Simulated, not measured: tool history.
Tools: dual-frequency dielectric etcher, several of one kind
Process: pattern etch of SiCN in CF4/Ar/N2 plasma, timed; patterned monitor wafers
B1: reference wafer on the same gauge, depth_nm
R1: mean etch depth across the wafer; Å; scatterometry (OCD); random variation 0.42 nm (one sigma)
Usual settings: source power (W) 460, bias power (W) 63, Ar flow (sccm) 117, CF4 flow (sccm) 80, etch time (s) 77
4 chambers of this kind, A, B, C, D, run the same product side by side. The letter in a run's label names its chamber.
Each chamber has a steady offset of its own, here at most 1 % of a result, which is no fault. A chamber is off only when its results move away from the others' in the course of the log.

-- hour=13 chamber C: bias power generator calibrated
run 1B hour=13.1 | source_power_(W)=460 bias_power_(W)=63 Ar_flow_(sccm)=117 CF4_flow_(sccm)=80 etch_time_(s)=77 | B1=57.509 | R1=645.18
run 2A hour=22.4 | source_power_(W)=460 bias_power_(W)=63 Ar_flow_(sccm)=117 CF4_flow_(sccm)=80 etch_time_(s)=77 | B1=57.498 | R1=652.16
run 3C hour=29.8 | source_power_(W)=460 bias_power_(W)=63 Ar_flow_(sccm)=117 CF4_flow_(sccm)=80 etch_time_(s)=77 | B1=57.537 | R1=637.53
run 4D hour=39 | source_power_(W)=460 bias_power_(W)=63 Ar_flow_(sccm)=117 CF4_flow_(sccm)=80 etch_time_(s)=77 | B1=57.529 | R1=633.31
run 5A hour=54.9 | source_power_(W)=460 bias_power_(W)=63 Ar_flow_(sccm)=117 CF4_flow_(sccm)=80 etch_time_(s)=77 | B1=57.393 | R1=652.57
-- hour=60.9 chamber A: wet clean of the chamber
run 6B hour=68.3 | source_power_(W)=460 bias_power_(W)=63 Ar_flow_(sccm)=117 CF4_flow_(sccm)=93 etch_time_(s)=77 | B1=57.54 | R1=657.12
run 7D hour=81.6 | source_power_(W)=460 bias_power_(W)=63 Ar_flow_(sccm)=117 CF4_flow_(sccm)=93 etch_time_(s)=77 | B1=57.367 | R1=655.11
-- hour=81.7 chamber B: wet clean of the chamber
run 8C hour=95.9 | source_power_(W)=460 bias_power_(W)=63 Ar_flow_(sccm)=117 CF4_flow_(sccm)=93 etch_time_(s)=77 | B1=57.499 | R1=653.52
run 9A hour=107.4 | source_power_(W)=460 bias_power_(W)=63 Ar_flow_(sccm)=117 CF4_flow_(sccm)=93 etch_time_(s)=77 | B1=57.498 | R1=670.6
run 10B hour=114.7 | source_power_(W)=460 bias_power_(W)=63 Ar_flow_(sccm)=117 CF4_flow_(sccm)=80 etch_time_(s)=77 | B1=57.501 | R1=646.83
run 11D hour=129.3 | source_power_(W)=460 bias_power_(W)=63 Ar_flow_(sccm)=117 CF4_flow_(sccm)=66 etch_time_(s)=61.5 | B1=57.522 | R1=497.39
run 12C hour=145.2 | source_power_(W)=460 bias_power_(W)=63 Ar_flow_(sccm)=117 CF4_flow_(sccm)=66 etch_time_(s)=61.5 | B1=57.534 | R1=494.08
run 13B hour=156 | source_power_(W)=460 bias_power_(W)=63 Ar_flow_(sccm)=117 CF4_flow_(sccm)=66 etch_time_(s)=61.5 | B1=57.496 | R1=501.7
run 14A hour=163.5 | source_power_(W)=460 bias_power_(W)=63 Ar_flow_(sccm)=117 CF4_flow_(sccm)=66 etch_time_(s)=61.5 | B1=57.393 | R1=500.11
run 15D hour=171.8 | source_power_(W)=460 bias_power_(W)=63 Ar_flow_(sccm)=117 CF4_flow_(sccm)=80 etch_time_(s)=77 | B1=57.422 | R1=643.19
run 16C hour=184.4 | source_power_(W)=460 bias_power_(W)=63 Ar_flow_(sccm)=117 CF4_flow_(sccm)=80 etch_time_(s)=77 | B1=57.577 | R1=645.67
run 17C hour=194.5 | source_power_(W)=460 bias_power_(W)=63 Ar_flow_(sccm)=117 CF4_flow_(sccm)=80 etch_time_(s)=77 | B1=57.413 | R1=652.74
run 18D hour=203.7 | source_power_(W)=460 bias_power_(W)=63 Ar_flow_(sccm)=117 CF4_flow_(sccm)=80 etch_time_(s)=77 | B1=57.609 | R1=641.13
run 19B hour=219.3 | source_power_(W)=510 bias_power_(W)=56 Ar_flow_(sccm)=117 CF4_flow_(sccm)=80 etch_time_(s)=77 | B1=57.45 | R1=680.46
run 20A hour=226.8 | source_power_(W)=510 bias_power_(W)=56 Ar_flow_(sccm)=117 CF4_flow_(sccm)=80 etch_time_(s)=77 | B1=57.517 | R1=687.52
run 21A hour=237.2 | source_power_(W)=510 bias_power_(W)=56 Ar_flow_(sccm)=117 CF4_flow_(sccm)=80 etch_time_(s)=77 | B1=57.534 | R1=689.68
run 22C hour=253.2 | source_power_(W)=510 bias_power_(W)=56 Ar_flow_(sccm)=117 CF4_flow_(sccm)=80 etch_time_(s)=77 | B1=57.481 | R1=686.66
run 23B hour=266.8 | source_power_(W)=460 bias_power_(W)=63 Ar_flow_(sccm)=117 CF4_flow_(sccm)=80 etch_time_(s)=77 | B1=57.553 | R1=645.59
run 24D hour=274.2 | source_power_(W)=460 bias_power_(W)=63 Ar_flow_(sccm)=117 CF4_flow_(sccm)=80 etch_time_(s)=77 | B1=57.419 | R1=641.48
run 25D hour=281.4 | source_power_(W)=460 bias_power_(W)=63 Ar_flow_(sccm)=117 CF4_flow_(sccm)=80 etch_time_(s)=77 | B1=57.589 | R1=645.83
run 26A hour=291.1 | source_power_(W)=570 bias_power_(W)=63 Ar_flow_(sccm)=117 CF4_flow_(sccm)=64 etch_time_(s)=77 | B1=57.38 | R1=762.09
run 27B hour=299.8 | source_power_(W)=570 bias_power_(W)=63 Ar_flow_(sccm)=117 CF4_flow_(sccm)=64 etch_time_(s)=77 | B1=57.457 | R1=757.34
-- hour=300 chamber D: wet clean of the chamber
run 28C hour=308 | source_power_(W)=570 bias_power_(W)=63 Ar_flow_(sccm)=117 CF4_flow_(sccm)=64 etch_time_(s)=77 | B1=57.483 | R1=761.6
run 29B hour=318 | source_power_(W)=570 bias_power_(W)=63 Ar_flow_(sccm)=117 CF4_flow_(sccm)=64 etch_time_(s)=77 | B1=57.552 | R1=750.9
run 30C hour=325.5 | source_power_(W)=460 bias_power_(W)=63 Ar_flow_(sccm)=117 CF4_flow_(sccm)=80 etch_time_(s)=77 | B1=57.471 | R1=659.17
run 31D hour=338.9 | source_power_(W)=460 bias_power_(W)=63 Ar_flow_(sccm)=117 CF4_flow_(sccm)=80 etch_time_(s)=77 | B1=57.471 | R1=632.67
run 32A hour=355 | source_power_(W)=460 bias_power_(W)=63 Ar_flow_(sccm)=117 CF4_flow_(sccm)=80 etch_time_(s)=77 | B1=57.562 | R1=640.92
-- hour=366.9 chamber C: source power generator calibrated
run 33C hour=369 | source_power_(W)=460 bias_power_(W)=63 Ar_flow_(sccm)=117 CF4_flow_(sccm)=80 etch_time_(s)=77 | B1=57.534 | R1=663.01
run 34B hour=385.1 | source_power_(W)=460 bias_power_(W)=54 Ar_flow_(sccm)=117 CF4_flow_(sccm)=80 etch_time_(s)=98 | B1=57.491 | R1=784.65

Is one chamber off against the others, does the gauge drift, or is nothing wrong? If a chamber is off, say which, and what the likeliest cause is.

Chamber C drifts away from the others.
Cause: etch rate over this chamber's usual, % = 4.24.

Here are 4 candidates for chamber C's next run, each the usual settings with a change, their results left as question marks. Which one brings its results back in line with what the others give on the usual settings?
In line means no further than this from the other chambers' mean on the usual settings: R1 15 Å
run 35C-1 hour=396.8 | source_power_(W)=460 bias_power_(W)=63 Ar_flow_(sccm)=117 CF4_flow_(sccm)=80 etch_time_(s)=79 | R1=?
run 35C-2 hour=396.8 | source_power_(W)=450 bias_power_(W)=62 Ar_flow_(sccm)=118 CF4_flow_(sccm)=80 etch_time_(s)=77 | R1=?
run 35C-3 hour=396.8 | source_power_(W)=460 bias_power_(W)=63 Ar_flow_(sccm)=117 CF4_flow_(sccm)=80 etch_time_(s)=82.5 | R1=?
run 35C-4 hour=396.8 | source_power_(W)=460 bias_power_(W)=63 Ar_flow_(sccm)=117 CF4_flow_(sccm)=79 etch_time_(s)=71.5 | R1=?

The other chambers' mean on the usual settings: R1 644.36 Å
run=35C-1 R1=684.05
run=35C-2 R1=649.44
run=35C-3 R1=714.35
run=35C-4 R1=617.89
35C-2 brings the chamber back in line.
